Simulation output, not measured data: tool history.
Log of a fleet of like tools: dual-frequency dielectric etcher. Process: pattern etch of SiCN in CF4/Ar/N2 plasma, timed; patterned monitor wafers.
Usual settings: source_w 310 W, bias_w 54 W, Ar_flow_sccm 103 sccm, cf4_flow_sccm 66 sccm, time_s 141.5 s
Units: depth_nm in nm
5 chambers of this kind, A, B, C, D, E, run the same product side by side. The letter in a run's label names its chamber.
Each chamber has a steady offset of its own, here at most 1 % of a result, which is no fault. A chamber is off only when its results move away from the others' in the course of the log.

run	hour	source_w	bias_w	Ar_flow_sccm	cf4_flow_sccm	time_s	read-back reference wafer on the same gauge, depth_nm	depth_nm
1A	13.5	310	54	103	66	141.5	64.482	78.417
# hour 16.2: chamber B: wet clean of the chamber
2E	22.9	310	54	103	66	141.5	64.467	78.955
3B	33.7	310	54	103	66	141.5	64.479	77.823
4D	48.2	310	54	103	66	141.5	64.467	78.813
5C	56.7	310	54	103	66	141.5	64.442	78.315
# hour 67.3: chamber D: wet clean of the chamber
6D	71.3	310	54	103	66	141.5	64.455	78.654
7E	80.8	310	54	103	66	141.5	64.438	79.143
# hour 89.2: chamber E: wet clean of the chamber
8B	89.3	310	54	103	66	141.5	64.422	77.768
9C	102.1	310	54	103	66	141.5	64.416	78.232
10A	110.0	310	54	103	66	141.5	64.429	78.510
11A	120.6	310	54	103	66	141.5	64.398	78.457
# hour 132.0: chamber A: wet clean of the chamber
12C	133.8	310	54	103	66	141.5	64.376	78.133
13B	146.3	310	54	103	66	141.5	64.392	77.516
14D	155.4	310	54	103	66	141.5	64.347	78.415
15E	161.9	310	54	103	66	141.5	64.347	78.757
16B	173.5	310	54	103	66	141.5	64.348	77.637
17E	182.3	310	54	103	66	141.5	64.350	78.864
18C	193.4	310	54	103	66	141.5	64.303	78.123
19D	199.9	310	54	103	66	141.5	64.329	78.417
20A	208.2	310	54	103	66	141.5	64.314	78.183
21B	222.5	310	54	103	66	141.5	64.314	77.537
22C	233.3	310	54	103	66	141.5	64.316	78.010
23A	246.6	310	54	103	66	141.5	64.272	78.216
24D	255.1	310	54	103	66	141.5	64.280	78.727
25E	264.8	310	54	103	66	141.5	64.258	78.872
26D	271.3	310	42	103	66	155.5	64.249	79.242
27B	283.9	310	42	103	66	155.5	64.257	78.386
28A	296.7	310	42	103	66	155.5	64.229	79.015
29C	309.6	310	42	103	66	155.5	64.248	78.668
30E	324.4	310	42	103	66	155.5	64.204	79.593
# hour 331.2: chamber D: bias power generator calibrated
31B	335.4	310	54	103	66	141.5	64.187	77.218
# hour 345.1: chamber A: bias power generator calibrated
32E	346.6	310	54	103	66	141.5	64.193	78.442
# hour 349.7: chamber A: CF4 flow controller replaced
# hour 350.8: chamber C: wet clean of the chamber
33C	359.1	310	54	103	66	141.5	64.186	78.009
# hour 364.9: chamber C: CF4 flow controller replaced
34A	369.6	310	54	103	66	141.5	64.191	78.167
35D	381.4	310	54	103	66	141.5	64.136	78.403
36E	391.1	310	43	103	58	141.5	64.162	71.315
37A	398.7	310	43	103	58	141.5	64.163	70.710
38B	410.1	310	43	103	58	141.5	64.133	70.105
39C	419.3	310	43	103	58	141.5	64.126	70.533

All 5 chambers run these settings next. Forecast each chamber's results:
40A	429.8	310	48	103	66	141.5		?
40B	429.8	310	48	103	66	141.5		?
40C	429.8	310	48	103	66	141.5		?
40D	429.8	310	48	103	66	141.5		?
40E	429.8	310	48	103	66	141.5		?

run	depth_nm
40A	74.965
40B	74.431
40C	74.566
40D	75.286
40E	75.686
